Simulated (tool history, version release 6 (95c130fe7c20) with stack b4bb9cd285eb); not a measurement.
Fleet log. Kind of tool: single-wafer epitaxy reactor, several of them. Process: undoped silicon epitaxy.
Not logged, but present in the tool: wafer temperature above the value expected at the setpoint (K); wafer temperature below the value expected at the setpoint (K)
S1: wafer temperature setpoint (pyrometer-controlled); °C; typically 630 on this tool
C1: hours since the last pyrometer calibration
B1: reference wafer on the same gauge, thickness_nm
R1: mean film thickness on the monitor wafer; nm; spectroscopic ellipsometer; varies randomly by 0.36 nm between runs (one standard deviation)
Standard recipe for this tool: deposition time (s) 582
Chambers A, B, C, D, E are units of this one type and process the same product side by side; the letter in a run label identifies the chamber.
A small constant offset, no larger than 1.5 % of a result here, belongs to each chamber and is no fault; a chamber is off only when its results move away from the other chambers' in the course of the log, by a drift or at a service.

Run 1D, hour 4.4: usual settings; C1 1506.8; B1 71.96. Result: R1 63.163 nm.
Run 2A, hour 6.4: usual settings; C1 551.8; B1 71.993. Result: R1 61.511 nm.
Run 3B, hour 8.7: usual settings; C1 893.3; B1 71.918. Result: R1 62.816 nm.
Run 4C, hour 12.9: usual settings; C1 603.6; B1 72.06. Result: R1 62.289 nm.
Run 5E, hour 16.3: usual settings; C1 83.2; B1 72.01. Result: R1 62.998 nm.
Run 6D, hour 19.4: usual settings; C1 1521.8; B1 71.982. Result: R1 62.2 nm.
Run 7B, hour 23.2: usual settings; C1 907.8; B1 71.959. Result: R1 62.406 nm.
Run 8E, hour 26.5: usual settings; C1 93.4; B1 72.035. Result: R1 62.804 nm.
Run 9C, hour 30.9: usual settings; C1 621.6; B1 71.95. Result: R1 62.849 nm.
Run 10A, hour 34.8: usual settings; C1 580.2; B1 72.081. Result: R1 61.383 nm.
Run 11D, hour 37.7: usual settings; C1 1540.1; B1 72.065. Result: R1 62.689 nm.
Run 12B, hour 40.5: usual settings; C1 925.1; B1 71.968. Result: R1 62.953 nm.
Run 13A, hour 42.6: usual settings; C1 588; B1 72.034. Result: R1 60.729 nm.
Run 14E, hour 44.6: usual settings; C1 111.5; B1 72.014. Result: R1 62.857 nm.
Run 15C, hour 48.2: usual settings; C1 638.9; B1 71.996. Result: R1 63.205 nm.
Run 16B, hour 52.6: usual settings; C1 937.2; B1 71.969. Result: R1 63.117 nm.
Run 17D, hour 55.2: usual settings; C1 1557.6; B1 72.03. Result: R1 63.193 nm.
Run 18C, hour 57.6: usual settings but S1 639 °C, deposition time (s) 517; C1 648.3; B1 71.987. Result: R1 67.888 nm.
Run 19E, hour 60.7: usual settings but S1 639 °C, deposition time (s) 517; C1 127.6; B1 71.881. Result: R1 68.232 nm.
Run 20A, hour 64.3: usual settings but S1 639 °C, deposition time (s) 517; C1 609.7; B1 71.964. Result: R1 67.509 nm.
Run 21C, hour 66.4: usual settings but S1 639 °C, deposition time (s) 517; C1 657.1; B1 71.9. Result: R1 68.147 nm.
At hour 66.9: chamber B: pyrometer calibrated.
Run 22B, hour 68.8: usual settings but S1 639 °C, deposition time (s) 517; C1 2; B1 71.945. Result: R1 63.486 nm.
Run 23A, hour 72.1: usual settings; C1 617.5; B1 72.069. Result: R1 62.009 nm.
Run 24E, hour 76.6: usual settings but S1 617 °C, deposition time (s) 632; C1 143.5; B1 71.978. Result: R1 51.12 nm.
Run 25D, hour 80.5: usual settings but S1 617 °C, deposition time (s) 632; C1 1582.9; B1 72.013. Result: R1 50.89 nm.
Run 26D, hour 82.8: usual settings but S1 617 °C, deposition time (s) 632; C1 1585.2; B1 72.043. Result: R1 50.851 nm.
Run 27C, hour 87.2: usual settings but S1 617 °C, deposition time (s) 632; C1 677.9; B1 72.049. Result: R1 51.117 nm.
Run 28B, hour 91: usual settings but S1 617 °C, deposition time (s) 632; C1 24.2; B1 72.001. Result: R1 46.901 nm.
Run 29A, hour 93.2: usual settings; C1 638.6; B1 71.94. Result: R1 60.976 nm.
Run 30E, hour 96.9: usual settings; C1 163.8; B1 72.007. Result: R1 62.912 nm.
Run 31A, hour 99.3: usual settings; C1 644.7; B1 71.94. Result: R1 62.155 nm.
Run 32C, hour 101.4: usual settings; C1 692.1; B1 72.022. Result: R1 62.554 nm.
Run 33D, hour 105.6: usual settings but S1 617 °C, deposition time (s) 683; C1 1608; B1 71.982. Result: R1 54.42 nm.
Run 34E, hour 109: usual settings but S1 617 °C, deposition time (s) 683; C1 175.9; B1 72.08. Result: R1 54.974 nm.
Run 35B, hour 112.1: usual settings but S1 617 °C, deposition time (s) 683; C1 45.3; B1 71.971. Result: R1 50.375 nm.
Run 36E, hour 114.6: usual settings but S1 617 °C, deposition time (s) 683; C1 181.5; B1 72.124. Result: R1 55.176 nm.
Run 37B, hour 118.9: usual settings but S1 617 °C, deposition time (s) 683; C1 52.1; B1 72.019. Result: R1 50.616 nm.

For the next run the whole fleet of 5 chambers uses the same settings. Give each chamber's results:
Run 38A, hour 122.2: usual settings. Result: R1 ?.
Run 38B, hour 122.2: usual settings. Result: R1 ?.
Run 38C, hour 122.2: usual settings. Result: R1 ?.
Run 38D, hour 122.2: usual settings. Result: R1 ?.
Run 38E, hour 122.2: usual settings. Result: R1 ?.

run      R1
38A  61.947
38B   57.78
38C      63
38D  63.114
38E  62.893
